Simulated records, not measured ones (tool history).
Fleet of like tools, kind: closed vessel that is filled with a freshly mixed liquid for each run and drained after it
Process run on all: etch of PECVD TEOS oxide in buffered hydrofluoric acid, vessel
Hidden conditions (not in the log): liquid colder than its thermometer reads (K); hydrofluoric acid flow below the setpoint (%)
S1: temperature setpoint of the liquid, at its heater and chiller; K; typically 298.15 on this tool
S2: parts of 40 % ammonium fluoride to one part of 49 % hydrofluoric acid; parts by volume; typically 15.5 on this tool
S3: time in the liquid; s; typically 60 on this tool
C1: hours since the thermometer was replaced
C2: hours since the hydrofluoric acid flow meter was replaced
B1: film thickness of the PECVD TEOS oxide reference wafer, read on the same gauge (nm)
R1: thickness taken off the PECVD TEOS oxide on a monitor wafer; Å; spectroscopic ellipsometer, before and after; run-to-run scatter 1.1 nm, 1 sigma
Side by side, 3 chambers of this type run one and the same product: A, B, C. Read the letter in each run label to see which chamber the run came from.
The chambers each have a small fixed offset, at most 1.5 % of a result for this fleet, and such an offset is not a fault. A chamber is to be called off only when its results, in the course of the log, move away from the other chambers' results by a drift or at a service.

| run | hour | S1 | S2 | S3 | C1 | C2 | B1 | R1 |
|---|---|---|---|---|---|---|---|---|
| 1B | 10.1 | 298.15 | 15.5 | 60 | 749.2 | 618.0 | 89.979 | 1526.40 |
| 2A | 17.9 | 298.15 | 15.5 | 60 | 1299.0 | 135.5 | 90.021 | 1556.60 |
| 3C | 27.8 | 298.15 | 15.5 | 60 | 2240.2 | 446.4 | 89.991 | 1538.50 |
| 4C | 38.7 | 298.15 | 15.5 | 60 | 2251.1 | 457.3 | 90.033 | 1528.00 |
| 5B | 46.3 | 298.15 | 15.5 | 60 | 785.4 | 654.2 | 89.959 | 1556.40 |
|  | 49.7 | chamber C: thermometer replaced |
| 6A | 53.1 | 301.65 | 15.5 | 60 | 1334.2 | 170.7 | 90.035 | 1890.20 |
| 7A | 60.3 | 301.65 | 15.5 | 60 | 1341.4 | 177.9 | 90.018 | 1859.10 |
| 8C | 70.1 | 301.65 | 15.5 | 60 | 20.5 | 488.7 | 90.001 | 1823.60 |
| 9B | 75.3 | 298.15 | 15.5 | 60 | 814.4 | 683.2 | 89.972 | 1528.80 |
| 10B | 84.5 | 298.15 | 15.5 | 60 | 823.6 | 692.4 | 89.998 | 1523.00 |
| 11C | 89.6 | 298.15 | 15.5 | 95 | 40.0 | 508.2 | 90.015 | 2373.40 |
| 12A | 95.6 | 298.15 | 15.5 | 95 | 1376.7 | 213.2 | 90.016 | 2463.00 |
| 13B | 100.5 | 298.15 | 15.5 | 95 | 839.6 | 708.4 | 89.993 | 2425.90 |
| 14A | 110.2 | 298.15 | 15.5 | 60 | 1391.3 | 227.8 | 89.988 | 1536.40 |
| 15C | 118.2 | 298.15 | 10.5 | 40 | 68.6 | 536.8 | 89.970 | 1448.00 |
|  | 125.7 | chamber B: hydrofluoric acid flow meter replaced |
| 16C | 126.3 | 298.15 | 10.5 | 40 | 76.7 | 544.9 | 89.991 | 1432.20 |
| 17B | 133.1 | 298.15 | 10.5 | 40 | 872.2 | 7.5 | 90.012 | 1493.00 |
| 18A | 139.2 | 298.15 | 15.5 | 35 | 1420.3 | 256.8 | 90.025 | 894.59 |
| 19C | 146.7 | 298.15 | 15.5 | 35 | 97.1 | 565.3 | 89.972 | 854.63 |
| 20B | 151.6 | 298.15 | 15.5 | 35 | 890.7 | 26.0 | 89.983 | 901.45 |
| 21A | 158.5 | 298.15 | 15.5 | 60 | 1439.6 | 276.1 | 90.034 | 1537.40 |
| 22A | 164.9 | 298.15 | 15.5 | 60 | 1446.0 | 282.5 | 89.993 | 1548.10 |
| 23B | 171.2 | 298.15 | 15.5 | 60 | 910.3 | 45.6 | 89.985 | 1538.50 |
| 24C | 178.9 | 298.15 | 15.5 | 60 | 129.3 | 597.5 | 89.992 | 1432.40 |
| 25A | 186.1 | 298.15 | 15.5 | 60 | 1467.2 | 303.7 | 89.999 | 1560.90 |
| 26B | 192.9 | 298.15 | 19.0 | 60 | 932.0 | 67.3 | 90.045 | 1251.20 |

Next, every chamber runs the same settings. What will each give?
| 27A | 200.8 | 296.65 | 15.5 | 60 |  |  |  | ? |
| 27B | 200.8 | 296.65 | 15.5 | 60 |  |  |  | ? |
| 27C | 200.8 | 296.65 | 15.5 | 60 |  |  |  | ? |

| run | R1 |
|---|---|
| 27A | 1443.80 |
| 27B | 1416.30 |
| 27C | 1286.60 |
